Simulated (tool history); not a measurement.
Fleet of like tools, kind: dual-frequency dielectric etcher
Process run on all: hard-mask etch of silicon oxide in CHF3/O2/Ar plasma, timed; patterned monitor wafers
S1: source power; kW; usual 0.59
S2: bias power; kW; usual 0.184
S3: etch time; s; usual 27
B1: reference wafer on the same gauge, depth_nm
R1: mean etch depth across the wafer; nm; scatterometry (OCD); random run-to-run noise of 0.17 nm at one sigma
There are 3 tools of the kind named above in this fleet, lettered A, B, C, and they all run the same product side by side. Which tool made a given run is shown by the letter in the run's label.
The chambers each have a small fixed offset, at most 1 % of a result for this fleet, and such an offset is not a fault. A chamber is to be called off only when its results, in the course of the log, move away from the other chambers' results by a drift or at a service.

run 1B hour=3.5 | S1=0.59 S2=0.184 S3=27 | B1=57.407 | R1=53.107
run 2C hour=6.9 | S1=0.59 S2=0.184 S3=27 | B1=57.348 | R1=53.168
run 3A hour=10.9 | S1=0.59 S2=0.184 S3=27 | B1=57.374 | R1=53.725
run 4C hour=16.8 | S1=0.59 S2=0.184 S3=27 | B1=57.385 | R1=52.698
run 5A hour=20.5 | S1=0.59 S2=0.184 S3=27 | B1=57.368 | R1=53.555
run 6B hour=23.6 | S1=0.59 S2=0.184 S3=27 | B1=57.417 | R1=53.001
run 7B hour=28.2 | S1=0.59 S2=0.184 S3=27 | B1=57.432 | R1=53.12
run 8A hour=34.2 | S1=0.59 S2=0.184 S3=27 | B1=57.419 | R1=53.696
run 9C hour=39.8 | S1=0.59 S2=0.184 S3=27 | B1=57.441 | R1=52.787
run 10A hour=46 | S1=0.59 S2=0.184 S3=27 | B1=57.404 | R1=53.483
run 11B hour=49.4 | S1=0.59 S2=0.184 S3=27 | B1=57.426 | R1=53.14
run 12C hour=52.6 | S1=0.59 S2=0.184 S3=27 | B1=57.381 | R1=53.203
run 13A hour=57.3 | S1=0.59 S2=0.184 S3=27 | B1=57.454 | R1=53.803
run 14B hour=60.2 | S1=0.64 S2=0.184 S3=27 | B1=57.404 | R1=54.668
run 15C hour=63.4 | S1=0.64 S2=0.184 S3=27 | B1=57.344 | R1=54.223
run 16A hour=67.1 | S1=0.64 S2=0.184 S3=27 | B1=57.408 | R1=55.2
run 17B hour=73 | S1=0.59 S2=0.184 S3=27 | B1=57.397 | R1=53.174
-- hour=73.1 chamber B: wet clean of the chamber
run 18C hour=79 | S1=0.54 S2=0.184 S3=30.5 | B1=57.412 | R1=57.486
run 19C hour=83.7 | S1=0.54 S2=0.184 S3=30.5 | B1=57.383 | R1=56.969
run 20B hour=87.4 | S1=0.54 S2=0.184 S3=30.5 | B1=57.46 | R1=57.682
run 21A hour=92.6 | S1=0.59 S2=0.184 S3=27 | B1=57.413 | R1=53.567
run 22A hour=98.7 | S1=0.54 S2=0.184 S3=27 | B1=57.422 | R1=51.9
run 23C hour=104.4 | S1=0.54 S2=0.184 S3=27 | B1=57.414 | R1=50.399
run 24B hour=107.9 | S1=0.54 S2=0.184 S3=27 | B1=57.37 | R1=51.093
run 25C hour=114 | S1=0.59 S2=0.184 S3=27 | B1=57.421 | R1=52.002
run 26A hour=117.3 | S1=0.59 S2=0.184 S3=27 | B1=57.398 | R1=53.7
run 27B hour=122.8 | S1=0.59 S2=0.184 S3=27 | B1=57.383 | R1=53.113
run 28B hour=128.4 | S1=0.59 S2=0.184 S3=27 | B1=57.408 | R1=53.217
run 29C hour=131.4 | S1=0.59 S2=0.15 S3=27 | B1=57.443 | R1=48.606
run 30A hour=134.2 | S1=0.59 S2=0.15 S3=27 | B1=57.405 | R1=50.191
run 31C hour=139.8 | S1=0.59 S2=0.15 S3=27 | B1=57.358 | R1=48.527
run 32A hour=144.4 | S1=0.59 S2=0.184 S3=27 | B1=57.395 | R1=53.587
run 33B hour=148.6 | S1=0.59 S2=0.184 S3=27 | B1=57.412 | R1=53.103

Has any chamber moved away from the others, gradually or after a service, or does the common gauge drift, or do the chambers differ only by their own small steady offsets? State the chamber and the most likely cause if one applies.

Chamber C drifts away from the others.
Most likely cause: etch rate under this chamber's usual, % = 2.35.
From this log alone, it may not be told apart from: source power that arrives under what is set, %.

Below are 4 candidate recipes for chamber C's next run, each the usual settings with a change, their results shown as question marks. Which of them brings C's results back in line with what the other chambers give on the usual settings?
In line means no further than this from the other chambers' mean on the usual settings: R1 0.6 nm
run 34C-1 hour=153.1 | S1=0.61 S2=0.19 S3=27 | R1=?
run 34C-2 hour=153.1 | S1=0.58 S2=0.182 S3=27 | R1=?
run 34C-3 hour=153.1 | S1=0.6 S2=0.184 S3=27 | R1=?
run 34C-4 hour=153.1 | S1=0.55 S2=0.184 S3=27 | R1=?

What the other chambers average on the usual settings: R1 53.28 nm
run=34C-1 R1=53.112
run=34C-2 R1=51.349
run=34C-3 R1=52.206
run=34C-4 R1=50.517
With 34C-1, the chamber falls back in line with the rest.

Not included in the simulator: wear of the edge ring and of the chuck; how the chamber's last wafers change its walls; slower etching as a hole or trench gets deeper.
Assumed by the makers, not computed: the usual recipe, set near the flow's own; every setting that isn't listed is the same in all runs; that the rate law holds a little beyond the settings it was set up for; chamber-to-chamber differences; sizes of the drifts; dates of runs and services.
